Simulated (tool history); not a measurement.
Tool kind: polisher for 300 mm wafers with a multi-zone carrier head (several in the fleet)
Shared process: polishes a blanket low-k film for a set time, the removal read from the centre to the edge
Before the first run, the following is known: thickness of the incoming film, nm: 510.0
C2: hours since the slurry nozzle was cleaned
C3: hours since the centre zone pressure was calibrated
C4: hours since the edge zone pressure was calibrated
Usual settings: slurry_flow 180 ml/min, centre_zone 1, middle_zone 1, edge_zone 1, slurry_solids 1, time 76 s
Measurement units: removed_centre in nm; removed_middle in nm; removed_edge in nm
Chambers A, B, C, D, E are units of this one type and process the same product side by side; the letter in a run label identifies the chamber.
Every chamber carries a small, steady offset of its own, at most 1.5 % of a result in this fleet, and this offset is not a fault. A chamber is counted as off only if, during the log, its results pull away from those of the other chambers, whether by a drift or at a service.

-- hour=2.7 chamber C: slurry nozzle cleaned
-- hour=4.2 chamber C: centre zone pressure recalibrated
run 1B hour=12.8 | slurry_flow=180 centre_zone=1 middle_zone=1 edge_zone=1 slurry_solids=1 time=76 | wafers_polished_on_this_pad=444 C2=499 C3=449.6 C4=216.2 | removed_centre=30.432 removed_middle=30.541 removed_edge=30.701
run 2A hour=26.3 | slurry_flow=180 centre_zone=1 middle_zone=1 edge_zone=1 slurry_solids=1 time=76 | wafers_polished_on_this_pad=355 C2=617.1 C3=841.2 C4=233.4 | removed_centre=31.052 removed_middle=30.829 removed_edge=30.291
run 3E hour=33.5 | slurry_flow=180 centre_zone=1 middle_zone=1 edge_zone=1 slurry_solids=1 time=76 | wafers_polished_on_this_pad=857 C2=91.7 C3=233.7 C4=499.4 | removed_centre=30.689 removed_middle=30.06 removed_edge=31.225
run 4D hour=41.4 | slurry_flow=180 centre_zone=1 middle_zone=1 edge_zone=1 slurry_solids=1 time=76 | wafers_polished_on_this_pad=770 C2=52.9 C3=919.4 C4=400.7 | removed_centre=29.851 removed_middle=30.492 removed_edge=30.959
run 5C hour=48.5 | slurry_flow=180 centre_zone=1 middle_zone=1 edge_zone=1 slurry_solids=1 time=76 | wafers_polished_on_this_pad=882 C2=45.8 C3=44.3 C4=678.9 | removed_centre=30.21 removed_middle=30.876 removed_edge=31.26
run 6B hour=62.3 | slurry_flow=180 centre_zone=1 middle_zone=1 edge_zone=1 slurry_solids=1 time=76 | wafers_polished_on_this_pad=829 C2=548.5 C3=499.1 C4=265.7 | removed_centre=30.787 removed_middle=30.503 removed_edge=31.034
-- hour=66.5 chamber E: worn pad replaced by a new one
-- hour=68.8 chamber A: worn pad replaced by a new one
run 7D hour=76 | slurry_flow=180 centre_zone=1 middle_zone=1 edge_zone=1 slurry_solids=1 time=76 | wafers_polished_on_this_pad=1039 C2=87.5 C3=954 C4=435.3 | removed_centre=31.513 removed_middle=30.553 removed_edge=30.453
-- hour=82.6 chamber C: worn pad replaced by a new one
run 8C hour=83.1 | slurry_flow=180 centre_zone=0.96 middle_zone=1 edge_zone=0.95 slurry_solids=1 time=76 | wafers_polished_on_this_pad=4 C2=80.4 C3=78.9 C4=713.5 | removed_centre=28.707 removed_middle=30.796 removed_edge=29.876
run 9A hour=93.9 | slurry_flow=180 centre_zone=0.96 middle_zone=1 edge_zone=0.95 slurry_solids=1 time=76 | wafers_polished_on_this_pad=195 C2=684.7 C3=908.8 C4=301 | removed_centre=28.604 removed_middle=30.8 removed_edge=30.064
-- hour=94 chamber A: slurry nozzle cleaned
-- hour=97 chamber B: worn pad replaced by a new one
run 10E hour=105.4 | slurry_flow=180 centre_zone=0.96 middle_zone=1 edge_zone=0.95 slurry_solids=1 time=76 | wafers_polished_on_this_pad=303 C2=163.6 C3=305.6 C4=571.3 | removed_centre=29.022 removed_middle=30.595 removed_edge=30.581
run 11B hour=116.7 | slurry_flow=180 centre_zone=0.96 middle_zone=1 edge_zone=0.95 slurry_solids=1 time=76 | wafers_polished_on_this_pad=153 C2=602.9 C3=553.5 C4=320.1 | removed_centre=29.329 removed_middle=30.315 removed_edge=29.741
run 12E hour=125.6 | slurry_flow=180 centre_zone=0.96 middle_zone=1 edge_zone=0.95 slurry_solids=1 time=76 | wafers_polished_on_this_pad=460 C2=183.8 C3=325.8 C4=591.5 | removed_centre=30.414 removed_middle=30.446 removed_edge=30.249
run 13D hour=136.1 | slurry_flow=180 centre_zone=1 middle_zone=1 edge_zone=1 slurry_solids=1 time=76 | wafers_polished_on_this_pad=1506 C2=147.6 C3=1014.1 C4=495.4 | removed_centre=30.337 removed_middle=30.701 removed_edge=31.283
run 14A hour=143.5 | slurry_flow=180 centre_zone=1 middle_zone=1 edge_zone=1 slurry_solids=1 time=76 | wafers_polished_on_this_pad=580 C2=49.5 C3=958.4 C4=350.6 | removed_centre=30.445 removed_middle=30.487 removed_edge=30.651
run 15C hour=152.3 | slurry_flow=180 centre_zone=1 middle_zone=1 edge_zone=1 slurry_solids=1 time=76 | wafers_polished_on_this_pad=542 C2=149.6 C3=148.1 C4=782.7 | removed_centre=30.697 removed_middle=30.703 removed_edge=31.016
-- hour=160.9 chamber A: worn pad replaced by a new one
run 16A hour=162.8 | slurry_flow=180 centre_zone=1 middle_zone=1 edge_zone=1 slurry_solids=1 time=76 | wafers_polished_on_this_pad=14 C2=68.8 C3=977.7 C4=369.9 | removed_centre=31.173 removed_middle=30.597 removed_edge=30.537
-- hour=168.4 chamber B: centre zone pressure recalibrated
run 17C hour=173.1 | slurry_flow=180 centre_zone=1 middle_zone=1 edge_zone=1 slurry_solids=1 time=76 | wafers_polished_on_this_pad=704 C2=170.4 C3=168.9 C4=803.5 | removed_centre=30.928 removed_middle=30.791 removed_edge=30.754
-- hour=173.2 chamber A: centre zone pressure recalibrated
-- hour=177.1 chamber A: edge zone pressure recalibrated
run 18B hour=186.3 | slurry_flow=180 centre_zone=1 middle_zone=1 edge_zone=0.92 slurry_solids=1 time=76 | wafers_polished_on_this_pad=694 C2=672.5 C3=17.9 C4=389.7 | removed_centre=31.096 removed_middle=30.591 removed_edge=29.346
run 19E hour=193.6 | slurry_flow=180 centre_zone=1 middle_zone=1 edge_zone=0.92 slurry_solids=1 time=76 | wafers_polished_on_this_pad=989 C2=251.8 C3=393.8 C4=659.5 | removed_centre=30.469 removed_middle=30.444 removed_edge=29.819
run 20D hour=205.2 | slurry_flow=180 centre_zone=1 middle_zone=1 edge_zone=0.92 slurry_solids=1 time=76 | wafers_polished_on_this_pad=2044 C2=216.7 C3=1083.2 C4=564.5 | removed_centre=29.27 removed_middle=28.961 removed_edge=27.634
run 21D hour=215.4 | slurry_flow=180 centre_zone=1 middle_zone=1 edge_zone=0.92 slurry_solids=1 time=76 | wafers_polished_on_this_pad=2123 C2=226.9 C3=1093.4 C4=574.7 | removed_centre=28.126 removed_middle=29.275 removed_edge=28.4
-- hour=220.2 chamber C: edge zone pressure recalibrated
-- hour=220.5 chamber B: worn pad replaced by a new one
run 22A hour=224.7 | slurry_flow=180 centre_zone=1 middle_zone=1 edge_zone=0.92 slurry_solids=1 time=76 | wafers_polished_on_this_pad=496 C2=130.7 C3=51.5 C4=47.7 | removed_centre=31.018 removed_middle=30.563 removed_edge=29.23
-- hour=227.6 chamber C: worn pad replaced by a new one
-- hour=227.8 chamber C: slurry nozzle cleaned
-- hour=231.7 chamber E: worn pad replaced by a new one
run 23B hour=234.6 | slurry_flow=180 centre_zone=0.89 middle_zone=1 edge_zone=1 slurry_solids=1 time=76 | wafers_polished_on_this_pad=109 C2=720.8 C3=66.2 C4=438 | removed_centre=26.773 removed_middle=30.847 removed_edge=30.19
run 24C hour=248.6 | slurry_flow=180 centre_zone=0.89 middle_zone=1 edge_zone=1 slurry_solids=1 time=76 | wafers_polished_on_this_pad=163 C2=20.9 C3=244.4 C4=28.4 | removed_centre=26.836 removed_middle=30.752 removed_edge=30.884
-- hour=255.1 chamber A: worn pad replaced by a new one
run 25E hour=260.1 | slurry_flow=180 centre_zone=0.89 middle_zone=1 edge_zone=1 slurry_solids=1 time=76 | wafers_polished_on_this_pad=221 C2=318.3 C3=460.3 C4=726 | removed_centre=27.968 removed_middle=31.02 removed_edge=30.784
run 26D hour=269.6 | slurry_flow=180 centre_zone=0.89 middle_zone=1 edge_zone=1 slurry_solids=1 time=76 | wafers_polished_on_this_pad=2544 C2=281.1 C3=1147.6 C4=628.9 | removed_centre=23.675 removed_middle=27.849 removed_edge=28.007
run 27A hour=283.4 | slurry_flow=180 centre_zone=0.89 middle_zone=1 edge_zone=1 slurry_solids=1 time=76 | wafers_polished_on_this_pad=220 C2=189.4 C3=110.2 C4=106.4 | removed_centre=26.891 removed_middle=30.705 removed_edge=30.488
run 28C hour=294.4 | slurry_flow=180 centre_zone=1 middle_zone=1 edge_zone=1 slurry_solids=1 time=76 | wafers_polished_on_this_pad=519 C2=66.7 C3=290.2 C4=74.2 | removed_centre=30.641 removed_middle=30.621 removed_edge=31.166
run 29E hour=305 | slurry_flow=180 centre_zone=1 middle_zone=1 edge_zone=1 slurry_solids=1 time=76 | wafers_polished_on_this_pad=570 C2=363.2 C3=505.2 C4=770.9 | removed_centre=30.494 removed_middle=29.959 removed_edge=31.043
run 30B hour=315.7 | slurry_flow=180 centre_zone=1 middle_zone=1 edge_zone=1 slurry_solids=1 time=76 | wafers_polished_on_this_pad=740 C2=801.9 C3=147.3 C4=519.1 | removed_centre=30.514 removed_middle=30.904 removed_edge=30.946

Has any chamber moved away from the others, gradually or after a service, or does the common gauge drift, or do the chambers differ only by their own small steady offsets? State the chamber and the most likely cause if one applies.

It is chamber D that slowly wanders off from its peers.
Most likely cause: removal rate lost through wear of the pad, % = 13.

Which of the 4 candidates below, each the usual settings with something changed and its results left as question marks, puts chamber D back in line with what the other chambers give on the usual settings?
In line here means within this much of the mean the other chambers give on the usual settings: removed_centre 1.5 nm; removed_middle 0.85 nm; removed_edge 0.95 nm
run 31D-1 hour=326.4 | slurry_flow=185 centre_zone=1 middle_zone=1 edge_zone=1.01 slurry_solids=1.05 time=85 | removed_centre=? removed_middle=? removed_edge=?
run 31D-2 hour=326.4 | slurry_flow=180 centre_zone=1 middle_zone=1 edge_zone=1 slurry_solids=1 time=70 | removed_centre=? removed_middle=? removed_edge=?
run 31D-3 hour=326.4 | slurry_flow=180 centre_zone=1 middle_zone=1 edge_zone=1 slurry_solids=1 time=82 | removed_centre=? removed_middle=? removed_edge=?
run 31D-4 hour=326.4 | slurry_flow=175 centre_zone=1 middle_zone=1 edge_zone=0.99 slurry_solids=0.95 time=68 | removed_centre=? removed_middle=? removed_edge=?

Other chambers, usual settings, mean: removed_centre 30.778 nm; removed_middle 30.591 nm; removed_edge 30.829 nm
run=31D-1 removed_centre=30.427 removed_middle=30.547 removed_edge=30.701
run=31D-2 removed_centre=24.413 removed_middle=24.523 removed_edge=24.546
run=31D-3 removed_centre=28.598 removed_middle=28.727 removed_edge=28.754
run=31D-4 removed_centre=23.06 removed_middle=23.178 removed_edge=23.106
31D-1 is the one that brings the chamber's results back in line with the other chambers.

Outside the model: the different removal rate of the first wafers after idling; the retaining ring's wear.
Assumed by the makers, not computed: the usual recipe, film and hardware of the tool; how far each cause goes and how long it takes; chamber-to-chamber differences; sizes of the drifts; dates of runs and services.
